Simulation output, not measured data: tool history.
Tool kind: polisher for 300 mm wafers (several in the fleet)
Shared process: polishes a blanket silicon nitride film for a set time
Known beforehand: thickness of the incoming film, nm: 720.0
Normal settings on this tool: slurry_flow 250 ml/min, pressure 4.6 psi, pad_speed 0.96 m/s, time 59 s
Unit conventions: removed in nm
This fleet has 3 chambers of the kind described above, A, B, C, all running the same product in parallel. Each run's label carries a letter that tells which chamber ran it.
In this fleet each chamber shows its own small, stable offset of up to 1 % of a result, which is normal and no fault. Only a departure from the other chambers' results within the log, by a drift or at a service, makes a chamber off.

run	hour	slurry_flow	pressure	pad_speed	time	wafers polished on this pad	hours since the slurry nozzle was cleaned	hours since the head pressure was calibrated	removed
1B	8.8	250	4.6	0.96	59	665	138.1	484.8	137.350
# hour 14.9: chamber A: worn pad replaced by a new one
2A	19.9	250	4.6	0.96	59	57	848.1	947.0	139.730
# hour 25.1: chamber A: slurry nozzle cleaned
# hour 25.6: chamber B: worn pad replaced by a new one
3C	28.1	250	4.6	0.96	59	785	94.4	1131.7	137.950
4B	39.4	250	4.6	0.96	59	159	168.7	515.4	141.820
5A	50.9	250	4.6	0.96	59	415	25.9	978.0	138.120
# hour 63.3: chamber A: worn pad replaced by a new one
6C	64.2	250	4.6	0.96	59	1202	130.5	1167.8	138.780
# hour 68.1: chamber C: head pressure recalibrated
7B	75.1	250	4.6	0.96	59	572	204.4	551.1	136.400
8C	84.8	250	4.6	0.96	59	1440	151.1	16.8	137.290
9A	90.6	250	4.6	0.96	59	315	65.6	1017.7	139.170
# hour 91.9: chamber B: head pressure recalibrated
# hour 97.6: chamber B: slurry nozzle cleaned
# hour 99.6: chamber C: worn pad replaced by a new one
10C	101.0	250	4.6	0.96	59	16	167.3	33.0	140.350
# hour 105.1: chamber B: worn pad replaced by a new one
11A	111.5	250	4.6	0.96	59	557	86.5	1038.6	135.630
# hour 116.2: chamber A: worn pad replaced by a new one
12B	120.5	250	4.6	0.96	59	178	23.0	28.7	136.030
13A	132.0	190	5.4	0.96	59	183	107.0	1059.1	153.300
14B	141.4	190	5.4	0.96	59	419	43.9	49.6	154.790
15C	154.6	190	5.4	0.96	59	635	220.9	86.6	158.470
# hour 166.2: chamber A: worn pad replaced by a new one
16A	166.6	250	4.6	0.96	59	5	141.6	1093.7	134.660
# hour 177.3: chamber B: worn pad replaced by a new one
17B	178.7	205	3.2	0.96	59	16	81.2	86.9	93.384
18C	191.0	205	3.2	0.96	59	1055	257.3	123.0	93.805
19B	200.2	205	3.2	0.96	59	265	102.7	108.4	91.520
# hour 205.3: chamber C: worn pad replaced by a new one
20A	211.5	250	4.6	0.96	59	523	186.5	1138.6	129.590
# hour 218.0: chamber A: worn pad replaced by a new one
21C	220.1	250	5.1	1.26	59	170	286.4	152.1	187.860
22A	229.9	250	5.1	1.26	59	138	204.9	1157.0	176.010
23B	241.0	250	5.1	1.26	59	736	143.5	149.2	189.020

One chamber off, gauge drift, or nothing amiss beyond the chambers' own small offsets? If it is a chamber, which one, and what is the likeliest cause?

Chamber A drifts away from the others.
Most likely cause: head's pressure below its setpoint, % = 9.5.

Which of the 4 candidates below, each the usual settings with something changed and its results left as question marks, puts chamber A back in line with what the other chambers give on the usual settings?
In-line tolerance around the mean of the other chambers on the usual settings: removed 5.600 nm
24A-1	250.6	250	4.4	0.96	56				?
24A-2	250.6	250	4.6	0.96	58				?
24A-3	250.6	250	4.7	0.96	59				?
24A-4	250.6	250	4.6	1.00	62				?

The other chambers' mean on the usual settings: removed 137.860 nm
run	removed
24A-1	115.180
24A-2	124.730
24A-3	129.650
24A-4	137.690
24A-4 is the one that brings the chamber's results back in line with the other chambers.

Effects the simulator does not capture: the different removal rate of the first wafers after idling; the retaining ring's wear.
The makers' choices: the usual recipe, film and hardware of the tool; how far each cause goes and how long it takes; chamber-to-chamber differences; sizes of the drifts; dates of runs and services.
